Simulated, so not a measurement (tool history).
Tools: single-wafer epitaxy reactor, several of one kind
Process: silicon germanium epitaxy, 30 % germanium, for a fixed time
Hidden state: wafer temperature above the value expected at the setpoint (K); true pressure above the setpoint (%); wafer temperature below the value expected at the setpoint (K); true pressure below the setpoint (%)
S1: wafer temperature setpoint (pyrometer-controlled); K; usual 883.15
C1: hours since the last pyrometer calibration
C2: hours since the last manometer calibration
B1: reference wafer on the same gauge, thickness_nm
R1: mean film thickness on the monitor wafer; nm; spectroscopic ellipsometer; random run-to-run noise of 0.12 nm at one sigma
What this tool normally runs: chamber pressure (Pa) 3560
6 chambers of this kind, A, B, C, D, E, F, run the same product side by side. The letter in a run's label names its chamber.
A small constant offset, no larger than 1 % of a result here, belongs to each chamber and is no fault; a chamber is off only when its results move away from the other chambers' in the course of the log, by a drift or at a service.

{"run": "1C", "hour": 10.3, "S1": 883.15, "chamber pressure (Pa)": 3560, "C1": 450.3, "C2": 1363.8, "B1": 77.181, "R1": 78.681}
{"run": "2F", "hour": 19.3, "S1": 883.15, "chamber pressure (Pa)": 3560, "C1": 1892.6, "C2": 2593.9, "B1": 77.18, "R1": 79.368}
{"run": "3E", "hour": 27.3, "S1": 883.15, "chamber pressure (Pa)": 3560, "C1": 557.6, "C2": 468.3, "B1": 77.26, "R1": 79.649}
{"run": "4D", "hour": 33.2, "S1": 883.15, "chamber pressure (Pa)": 3560, "C1": 628.2, "C2": 2096.9, "B1": 77.273, "R1": 78.78}
{"run": "5A", "hour": 44.2, "S1": 883.15, "chamber pressure (Pa)": 3560, "C1": 243.9, "C2": 788.9, "B1": 77.265, "R1": 79.03}
{"run": "6B", "hour": 53.0, "S1": 883.15, "chamber pressure (Pa)": 3560, "C1": 274.5, "C2": 1061.6, "B1": 77.264, "R1": 79.325}
{"run": "7D", "hour": 59.4, "S1": 883.15, "chamber pressure (Pa)": 3560, "C1": 654.4, "C2": 2123.1, "B1": 77.286, "R1": 78.86}
{"run": "8A", "hour": 67.2, "S1": 883.15, "chamber pressure (Pa)": 3560, "C1": 266.9, "C2": 811.9, "B1": 77.331, "R1": 79.122}
{"run": "9F", "hour": 76.9, "S1": 883.15, "chamber pressure (Pa)": 3560, "C1": 1950.2, "C2": 2651.5, "B1": 77.335, "R1": 79.508}
{"run": "10B", "hour": 85.7, "S1": 883.15, "chamber pressure (Pa)": 3560, "C1": 307.2, "C2": 1094.3, "B1": 77.313, "R1": 79.408}
{"run": "11E", "hour": 94.4, "S1": 883.15, "chamber pressure (Pa)": 2866, "C1": 624.7, "C2": 535.4, "B1": 77.315, "R1": 73.17}
{"run": "12C", "hour": 101.9, "S1": 883.15, "chamber pressure (Pa)": 2866, "C1": 541.9, "C2": 1455.4, "B1": 77.349, "R1": 72.219}
{"run": "13C", "hour": 110.5, "S1": 883.15, "chamber pressure (Pa)": 2866, "C1": 550.5, "C2": 1464, "B1": 77.366, "R1": 72.388}
{"run": "14A", "hour": 121.3, "S1": 883.15, "chamber pressure (Pa)": 2866, "C1": 321, "C2": 866, "B1": 77.356, "R1": 73.036}
{"run": "15F", "hour": 130.1, "S1": 883.15, "chamber pressure (Pa)": 2866, "C1": 2003.4, "C2": 2704.7, "B1": 77.387, "R1": 72.915}
{"run": "16D", "hour": 137.1, "S1": 883.15, "chamber pressure (Pa)": 2866, "C1": 732.1, "C2": 2200.8, "B1": 77.369, "R1": 72.418}
{"run": "17B", "hour": 145.0, "S1": 883.15, "chamber pressure (Pa)": 3560, "C1": 366.5, "C2": 1153.6, "B1": 77.373, "R1": 79.466}
{"run": "18E", "hour": 152.4, "S1": 889.15, "chamber pressure (Pa)": 4400, "C1": 682.7, "C2": 593.4, "B1": 77.385, "R1": 96.445}
{"run": "19E", "hour": 161.4, "S1": 889.15, "chamber pressure (Pa)": 4400, "C1": 691.7, "C2": 602.4, "B1": 77.398, "R1": 96.276}
{"run": "20C", "hour": 170.8, "S1": 889.15, "chamber pressure (Pa)": 4400, "C1": 610.8, "C2": 1524.3, "B1": 77.434, "R1": 95.588}
{"run": "21B", "hour": 177.0, "S1": 889.15, "chamber pressure (Pa)": 4400, "C1": 398.5, "C2": 1185.6, "B1": 77.39, "R1": 96.219}
{"run": "22F", "hour": 188.4, "S1": 889.15, "chamber pressure (Pa)": 4400, "C1": 2061.7, "C2": 2763, "B1": 77.434, "R1": 95.982}
{"run": "23D", "hour": 194.2, "S1": 889.15, "chamber pressure (Pa)": 4400, "C1": 789.2, "C2": 2257.9, "B1": 77.461, "R1": 95.732}
{"run": "24A", "hour": 202.4, "S1": 883.15, "chamber pressure (Pa)": 3560, "C1": 402.1, "C2": 947.1, "B1": 77.478, "R1": 79.38}
{"run": "25E", "hour": 213.6, "S1": 883.15, "chamber pressure (Pa)": 3560, "C1": 743.9, "C2": 654.6, "B1": 77.502, "R1": 79.679}
{"run": "26F", "hour": 224.1, "S1": 883.15, "chamber pressure (Pa)": 3560, "C1": 2097.4, "C2": 2798.7, "B1": 77.485, "R1": 79.429}
{"run": "27A", "hour": 229.3, "S1": 883.15, "chamber pressure (Pa)": 3560, "C1": 429, "C2": 974, "B1": 77.518, "R1": 79.61}
{"run": "28D", "hour": 235.9, "S1": 883.15, "chamber pressure (Pa)": 3560, "C1": 830.9, "C2": 2299.6, "B1": 77.501, "R1": 79.058}
{"run": "29B", "hour": 247.4, "S1": 883.15, "chamber pressure (Pa)": 3560, "C1": 468.9, "C2": 1256, "B1": 77.519, "R1": 79.531}
{"run": "30C", "hour": 256.8, "S1": 883.15, "chamber pressure (Pa)": 3560, "C1": 696.8, "C2": 1610.3, "B1": 77.553, "R1": 79.171}
{"run": "31E", "hour": 262.2, "S1": 883.15, "chamber pressure (Pa)": 3560, "C1": 792.5, "C2": 703.2, "B1": 77.547, "R1": 79.858}
{"run": "32B", "hour": 271.0, "S1": 883.15, "chamber pressure (Pa)": 3560, "C1": 492.5, "C2": 1279.6, "B1": 77.549, "R1": 79.649}
{"run": "33F", "hour": 278.5, "S1": 883.15, "chamber pressure (Pa)": 3560, "C1": 2151.8, "C2": 2853.1, "B1": 77.551, "R1": 79.678}
{"run": "34C", "hour": 283.7, "S1": 883.15, "chamber pressure (Pa)": 3560, "C1": 723.7, "C2": 1637.2, "B1": 77.599, "R1": 79.153}
{"run": "35D", "hour": 292.3, "S1": 883.15, "chamber pressure (Pa)": 3560, "C1": 887.3, "C2": 2356, "B1": 77.57, "R1": 79.115}
{"run": "36A", "hour": 297.9, "S1": 883.15, "chamber pressure (Pa)": 3560, "C1": 497.6, "C2": 1042.6, "B1": 77.59, "R1": 79.576}
{"run": "37C", "hour": 307.4, "S1": 883.15, "chamber pressure (Pa)": 3560, "C1": 747.4, "C2": 1660.9, "B1": 77.596, "R1": 79.195}
{"run": "38A", "hour": 315.6, "S1": 883.15, "chamber pressure (Pa)": 3560, "C1": 515.3, "C2": 1060.3, "B1": 77.653, "R1": 79.58}
{"run": "39B", "hour": 323.9, "S1": 883.15, "chamber pressure (Pa)": 3560, "C1": 545.4, "C2": 1332.5, "B1": 77.601, "R1": 79.775}
{"run": "40F", "hour": 335.1, "S1": 883.15, "chamber pressure (Pa)": 3560, "C1": 2208.4, "C2": 2909.7, "B1": 77.623, "R1": 79.412}
{"run": "41D", "hour": 342.9, "S1": 883.15, "chamber pressure (Pa)": 3213, "C1": 937.9, "C2": 2406.6, "B1": 77.656, "R1": 76.103}

Next, every chamber runs the same settings. What will each give?
{"run": "42A", "hour": 351.2, "S1": 888.15, "chamber pressure (Pa)": 3560, "R1": "?"}
{"run": "42B", "hour": 351.2, "S1": 888.15, "chamber pressure (Pa)": 3560, "R1": "?"}
{"run": "42C", "hour": 351.2, "S1": 888.15, "chamber pressure (Pa)": 3560, "R1": "?"}
{"run": "42D", "hour": 351.2, "S1": 888.15, "chamber pressure (Pa)": 3560, "R1": "?"}
{"run": "42E", "hour": 351.2, "S1": 888.15, "chamber pressure (Pa)": 3560, "R1": "?"}
{"run": "42F", "hour": 351.2, "S1": 888.15, "chamber pressure (Pa)": 3560, "R1": "?"}

run=42A R1=87.122
run=42B R1=87.206
run=42C R1=86.614
run=42D R1=86.669
run=42E R1=87.525
run=42F R1=87.025
